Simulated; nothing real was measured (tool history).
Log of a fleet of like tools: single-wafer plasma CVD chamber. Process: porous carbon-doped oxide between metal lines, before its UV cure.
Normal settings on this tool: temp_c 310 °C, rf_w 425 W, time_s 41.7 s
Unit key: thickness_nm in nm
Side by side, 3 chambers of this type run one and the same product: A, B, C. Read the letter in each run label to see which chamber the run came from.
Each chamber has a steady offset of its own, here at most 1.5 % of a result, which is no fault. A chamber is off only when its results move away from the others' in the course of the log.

| run | hour | temp_c | rf_w | time_s | read-back reference wafer on the same gauge, thickness_nm | thickness_nm |
|---|---|---|---|---|---|---|
| 1B | 9.4 | 310 | 425 | 41.7 | 190.04 | 186.77 |
| 2A | 18.7 | 310 | 425 | 41.7 | 190.12 | 190.78 |
| 3C | 27.4 | 310 | 425 | 41.7 | 190.16 | 186.92 |
| 4A | 31.9 | 310 | 425 | 41.7 | 190.18 | 190.4 |
| 5B | 38.9 | 310 | 425 | 41.7 | 190.17 | 186.9 |
| 6C | 47.4 | 310 | 425 | 41.7 | 190.3 | 186.5 |
| 7B | 56.2 | 310 | 425 | 41.7 | 190.21 | 187.2 |
| 8A | 64.1 | 310 | 425 | 41.7 | 190.26 | 190.85 |
|  | 67.1 | chamber C: thermocouple changed; heater temperature recalibrated |
| 9C | 73.6 | 310 | 425 | 41.7 | 190.28 | 186.8 |
| 10A | 79.7 | 310 | 355 | 46 | 190.31 | 182.69 |
| 11B | 84 | 310 | 355 | 46 | 190.38 | 178.26 |
| 12C | 93.7 | 310 | 355 | 46 | 190.42 | 178.82 |
| 13A | 102.7 | 310 | 425 | 49.2 | 190.43 | 224.93 |
| 14C | 108.8 | 310 | 425 | 49.2 | 190.59 | 220.4 |
| 15B | 115.3 | 310 | 425 | 49.2 | 190.54 | 220.03 |
| 16C | 123.3 | 310 | 425 | 41.7 | 190.48 | 187.14 |
| 17B | 132.8 | 316 | 425 | 41.7 | 190.62 | 181.18 |
| 18A | 141.5 | 316 | 425 | 41.7 | 190.62 | 184.7 |
| 19A | 147.8 | 316 | 425 | 41.7 | 190.66 | 184.9 |
| 20B | 157 | 304 | 425 | 41.7 | 190.69 | 193.66 |
| 21C | 164.5 | 304 | 425 | 41.7 | 190.72 | 193.46 |
| 22C | 174.2 | 304 | 425 | 41.7 | 190.74 | 193.63 |
| 23A | 179.1 | 300 | 425 | 41.7 | 190.84 | 202.36 |
| 24B | 185 | 300 | 425 | 41.7 | 190.87 | 197.75 |
| 25C | 194.3 | 300 | 425 | 41.7 | 190.83 | 197.65 |
| 26A | 198.7 | 310 | 375 | 45 | 190.94 | 188.05 |
| 27B | 205.9 | 310 | 375 | 45 | 190.91 | 182.63 |
| 28B | 211.1 | 310 | 375 | 45 | 190.87 | 182.9 |
| 29A | 218.3 | 310 | 425 | 41.7 | 191 | 191.69 |
| 30C | 227.2 | 310 | 425 | 41.7 | 191.04 | 187.93 |
| 31C | 232 | 310 | 425 | 41.7 | 190.99 | 187.26 |
| 32A | 240.7 | 310 | 425 | 41.7 | 191.05 | 191.55 |
| 33B | 249.2 | 310 | 425 | 41.7 | 191.24 | 187.59 |
| 34B | 253.9 | 303 | 425 | 37.3 | 191.12 | 174.94 |
| 35A | 259 | 303 | 425 | 37.3 | 191.15 | 178.79 |
| 36C | 264.1 | 303 | 425 | 37.3 | 191.21 | 174.85 |
| 37A | 272.1 | 310 | 425 | 41.7 | 191.31 | 191.37 |
| 38C | 281.3 | 322 | 425 | 44.7 | 191.27 | 188.86 |

Next, all 3 chambers run the settings below, one line each with question marks for the results. What does each chamber give?
| 39A | 288.4 | 298 | 425 | 41.7 |  | ? |
| 39B | 288.4 | 298 | 425 | 41.7 |  | ? |
| 39C | 288.4 | 298 | 425 | 41.7 |  | ? |

| run | thickness_nm |
|---|---|
| 39A | 204.86 |
| 39B | 200.99 |
| 39C | 200.97 |
